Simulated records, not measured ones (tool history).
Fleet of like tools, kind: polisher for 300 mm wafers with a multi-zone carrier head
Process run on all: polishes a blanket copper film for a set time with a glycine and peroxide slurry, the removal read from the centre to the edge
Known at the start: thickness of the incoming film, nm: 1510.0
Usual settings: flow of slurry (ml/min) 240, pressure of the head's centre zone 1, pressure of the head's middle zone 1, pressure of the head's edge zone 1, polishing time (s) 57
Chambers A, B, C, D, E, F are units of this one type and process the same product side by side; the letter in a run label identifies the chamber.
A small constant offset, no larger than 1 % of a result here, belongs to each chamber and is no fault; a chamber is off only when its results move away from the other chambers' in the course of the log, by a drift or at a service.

run,hour,flow of slurry (ml/min),pressure of the head's centre zone,pressure of the head's middle zone,pressure of the head's edge zone,polishing time (s),wafers polished on this pad,hours since the slurry nozzle was cleaned,hours since the centre zone pressure was calibrated,hours since the edge zone pressure was calibrated,film removed at the wafer's centre (Å),film removed at mid-radius (Å),film removed at the wafer's edge (Å)
# hour 6.2: chamber A: worn pad replaced by a new one
1F,10,240,1,1,1,57,1555,703.2,306.4,271.2,2541.3,2562.1,2526.9
# hour 14.9: chamber D: slurry nozzle cleaned
# hour 15.1: chamber F: worn pad replaced by a new one
# hour 16.3: chamber C: worn pad replaced by a new one
# hour 22: chamber B: slurry nozzle cleaned
2B,25.1,240,1,1,1,57,675,3.1,142.3,216.1,2557.9,2569.7,2519.6
3E,35.9,240,1,1,1,57,1365,337.3,54,89.2,2528.2,2581.5,2528.5
# hour 43.7: chamber D: worn pad replaced by a new one
# hour 44.3: chamber E: worn pad replaced by a new one
4C,45.6,240,1,1,1,57,383,112.5,647.5,274.8,2535.3,2512.9,2511.4
5A,53,240,1,1,1,57,611,189.1,377.4,86.9,2547.2,2523.8,2559.3
6D,66,240,1,1,1,57,291,51.1,1043.8,103.1,2524.8,2525.9,2543.7
# hour 67.6: chamber B: worn pad replaced by a new one
7D,73.6,240,1,1,1,57,390,58.7,1051.4,110.7,2573.3,2582,2596.1
8F,86.4,240,1,1,1,38,931,779.6,382.8,347.6,1715.3,1683.6,1652.9
# hour 96.8: chamber C: worn pad replaced by a new one
# hour 97.6: chamber A: worn pad replaced by a new one
9C,100.5,240,1,1,1,38,48,167.4,702.4,329.7,1688.8,1715,1708.9
10A,110.1,240,1,1,1,38,164,246.2,434.5,144,1676.1,1652.7,1692.5
# hour 116.1: chamber A: centre zone pressure recalibrated
11E,122.5,240,1,1,1,38,1020,423.9,140.6,175.8,1689.4,1666.9,1664.2
# hour 123: chamber F: worn pad replaced by a new one
# hour 134.1: chamber E: worn pad replaced by a new one
12B,138.4,240,1,1,1,38,924,116.4,255.6,329.4,1667.9,1664.1,1693.8
# hour 139.7: chamber C: slurry nozzle cleaned
# hour 142.4: chamber D: worn pad replaced by a new one
# hour 142.8: chamber B: worn pad replaced by a new one
# hour 146.5: chamber F: slurry nozzle cleaned
13D,153.4,240,1,1,1,38,144,138.5,1131.2,190.5,1733.8,1687,1716.8
14B,163.3,240,1,1,1,57,268,141.3,280.5,354.3,2526.8,2587.6,2511.2
15F,172.8,240,1,1,1,57,650,26.3,469.2,434,2584.3,2605,2602.2
# hour 176.9: chamber E: slurry nozzle cleaned
# hour 182: chamber A: worn pad replaced by a new one
# hour 182.6: chamber C: worn pad replaced by a new one
16E,188.7,240,1,1,1,57,712,11.8,206.8,242,2513.3,2569.3,2564.5
# hour 189.1: chamber B: centre zone pressure recalibrated
17C,201.7,240,1,1,1,57,249,62.1,803.6,430.9,2536.5,2595.7,2545.4
# hour 202.9: chamber F: edge zone pressure recalibrated
# hour 209.1: chamber B: slurry nozzle cleaned
18A,209.1,240,1,1.09,1,57,354,345.2,93,243,2491.3,2667.6,2476
# hour 221.3: chamber F: worn pad replaced by a new one
19D,222,240,1,1.09,1,57,1039,207.1,1199.8,259.1,2569.2,2734.7,2532.8
# hour 224.4: chamber E: worn pad replaced by a new one
# hour 225.4: chamber D: worn pad replaced by a new one
# hour 228.3: chamber B: worn pad replaced by a new one
20C,237.3,240,1,1.09,1,57,714,97.7,839.2,466.5,2551.1,2837.3,2556.5
21A,249,240,1,1.09,1,57,874,385.1,132.9,282.9,2449.1,2565.2,2500.8
22F,259.9,240,1,1.09,1,57,503,113.4,556.3,57.1,2546.3,2813.3,2573
# hour 268.7: chamber A: worn pad replaced by a new one
23B,274.2,240,1,1.09,1,57,598,65.1,85.2,465.2,2520.7,2692.3,2525.1
# hour 279: chamber C: worn pad replaced by a new one
# hour 280.2: chamber D: centre zone pressure recalibrated
# hour 283.5: chamber D: slurry nozzle cleaned
24E,288.2,240,1,1,1,57,833,111.3,306.3,341.5,2542.7,2558.4,2598.3
# hour 289.6: chamber E: edge zone pressure recalibrated
# hour 298: chamber C: centre zone pressure recalibrated
25A,299.7,240,1,1,1,57,404,435.8,183.6,333.6,2413,2463.9,2452.2
# hour 309.9: chamber B: worn pad replaced by a new one
26C,314.8,240,1,1,1,57,467,175.2,16.8,544,2527.9,2528.3,2550.8
# hour 319.7: chamber F: worn pad replaced by a new one
# hour 320.8: chamber D: worn pad replaced by a new one
27F,325.8,165,1,1,0.96,57,79,179.3,622.2,123,2411.5,2441.1,2430.2
# hour 334.7: chamber E: worn pad replaced by a new one
28B,337.4,165,1,1,0.96,57,359,128.3,148.4,528.4,2374.3,2426.4,2405.3
# hour 348.1: chamber C: slurry nozzle cleaned
29E,348.6,165,1,1,0.96,57,181,171.7,366.7,59.1,2404.7,2471.3,2433.1
# hour 350.7: chamber A: worn pad replaced by a new one
30D,358.2,165,1,1,0.96,57,488,74.7,78.1,395.3,2411.2,2392.3,2371.5
31F,366.6,165,1,1,0.96,57,612,220.1,663,163.8,2393.3,2371,2375.4
32E,375.7,165,1,1,0.96,57,535,198.8,393.8,86.2,2416.6,2495.6,2388.8
# hour 375.8: chamber C: worn pad replaced by a new one
33D,384,240,1,1,1,57,825,100.5,103.9,421.1,2563.5,2549.1,2558.3
# hour 388.8: chamber B: worn pad replaced by a new one
34B,398.8,240,1,1.12,0.89,57,130,189.7,209.8,589.8,2545.9,2848.8,2418.7
35A,406,240,1,1.12,0.89,57,722,542.1,289.9,439.9,2368.8,2619,2299.5
36C,413.5,240,1,1.12,0.89,57,492,65.4,115.5,642.7,2556,2835,2397.6
37F,421.3,240,1,1.12,0.89,57,1325,274.8,717.7,218.5,2529.9,2907.2,2437.2
38C,436.8,240,1,1.12,0.89,57,796,88.7,138.8,666,2545.9,2800.2,2468.1

One chamber off, gauge drift, or nothing amiss beyond the chambers' own small offsets? If it is a chamber, which one, and what is the likeliest cause?

It is chamber A that slowly wanders off from its peers.
Most likely cause: slurry flow missing at the pad, % = 40.9.

Which of the 4 candidates below, each the usual settings with something changed and its results left as question marks, puts chamber A back in line with what the other chambers give on the usual settings?
To be in line, a result may differ from the other chambers' mean on the usual settings by at most: film removed at the wafer's centre (Å) 66; film removed at mid-radius (Å) 130; film removed at the wafer's edge (Å) 92
39A-1,448.2,230,0.98,0.97,1.02,53,,,,,?,?,?
39A-2,448.2,245,1.01,1.01,0.99,58,,,,,?,?,?
39A-3,448.2,250,1.02,1.03,0.98,61,,,,,?,?,?
39A-4,448.2,235,0.99,0.99,1.01,56,,,,,?,?,?

Other chambers, usual settings, mean: film removed at the wafer's centre (Å) 2543.4; film removed at mid-radius (Å) 2558.1; film removed at the wafer's edge (Å) 2547
run,film removed at the wafer's centre (Å),film removed at mid-radius (Å),film removed at the wafer's edge (Å)
39A-1,2078.9,2076,2245.9
39A-2,2388,2388.2,2440.4
39A-3,2550.9,2567.5,2559.6
39A-4,2233.2,2244.9,2367.5
39A-3 brings the chamber back in line.
